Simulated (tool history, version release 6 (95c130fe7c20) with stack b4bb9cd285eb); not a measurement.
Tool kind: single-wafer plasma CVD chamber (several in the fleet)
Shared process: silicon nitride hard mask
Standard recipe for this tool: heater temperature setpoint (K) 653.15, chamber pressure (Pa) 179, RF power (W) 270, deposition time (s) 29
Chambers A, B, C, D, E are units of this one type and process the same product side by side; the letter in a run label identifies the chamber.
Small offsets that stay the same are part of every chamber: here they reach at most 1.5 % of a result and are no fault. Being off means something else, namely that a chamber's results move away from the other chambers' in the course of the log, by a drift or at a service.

run	hour	heater temperature setpoint (K)	chamber pressure (Pa)	RF power (W)	deposition time (s)	read-back reference wafer on the same gauge, thickness_nm	mean film thickness on the monitor wafer (Å)
1C	4.2	653.15	179	270	29	26.999	300.68
2A	9	653.15	179	270	29	27.009	299.71
3E	13.9	653.15	179	270	29	27.015	297.68
4D	18.1	653.15	179	270	29	27.008	297.15
5B	23.6	653.15	179	270	29	27.022	300.09
6A	29.2	653.15	179	270	29	27.026	299.4
7E	31.9	653.15	179	270	29	27.026	297.86
8D	34.8	653.15	179	270	25.3	27.029	259.03
9B	38.8	653.15	179	270	25.3	27.033	261.98
10C	44.8	653.15	179	270	25.3	27.035	262.39
11B	48.6	653.15	179	270	25.3	27.047	262.28
12E	53.8	653.15	179	270	25.3	27.049	260.18
13A	56.8	653.15	179	270	29	27.052	299.92
14D	61.8	653.15	179	270	29	27.046	298.05
15C	67.5	653.15	179	240	29	27.062	276.97
16D	70.2	653.15	179	240	29	27.056	274.07
17A	74.3	653.15	179	240	29	27.058	276.78
18C	79.1	653.15	179	240	29	27.062	277.73
19B	82.8	653.15	179	240	29	27.07	276.44
20E	85.8	653.15	179	270	29	27.071	299.13
21E	91.7	653.15	179	270	29	27.075	298.61
22B	94.7	653.15	179	270	29	27.088	300.98
23C	97.8	653.15	179	270	29	27.08	301.9
24A	102.6	653.15	208	235	29	27.085	285.69
25D	105.6	653.15	208	235	29	27.088	282.62
26B	109.2	653.15	208	235	29	27.088	285.77
27D	112.5	653.15	208	235	29	27.1	281.95
28A	116.1	653.15	208	235	29	27.096	285.92
29E	119.6	653.15	179	270	29	27.094	298.84
30C	124.2	653.15	179	270	29	27.108	302.23
31C	127	653.15	179	270	29	27.114	302.5
32D	131.7	653.15	179	270	29	27.12	297.95
33B	135.1	653.15	179	270	29	27.117	301.43

The same settings go to every chamber for the next run, one line per chamber below. Forecast the results for each:
34A	139.4	653.15	179	270	26.7		?
34B	139.4	653.15	179	270	26.7		?
34C	139.4	653.15	179	270	26.7		?
34D	139.4	653.15	179	270	26.7		?
34E	139.4	653.15	179	270	26.7		?

run	mean film thickness on the monitor wafer (Å)
34A	277.27
34B	277.56
34C	277.91
34D	274.64
34E	275.6
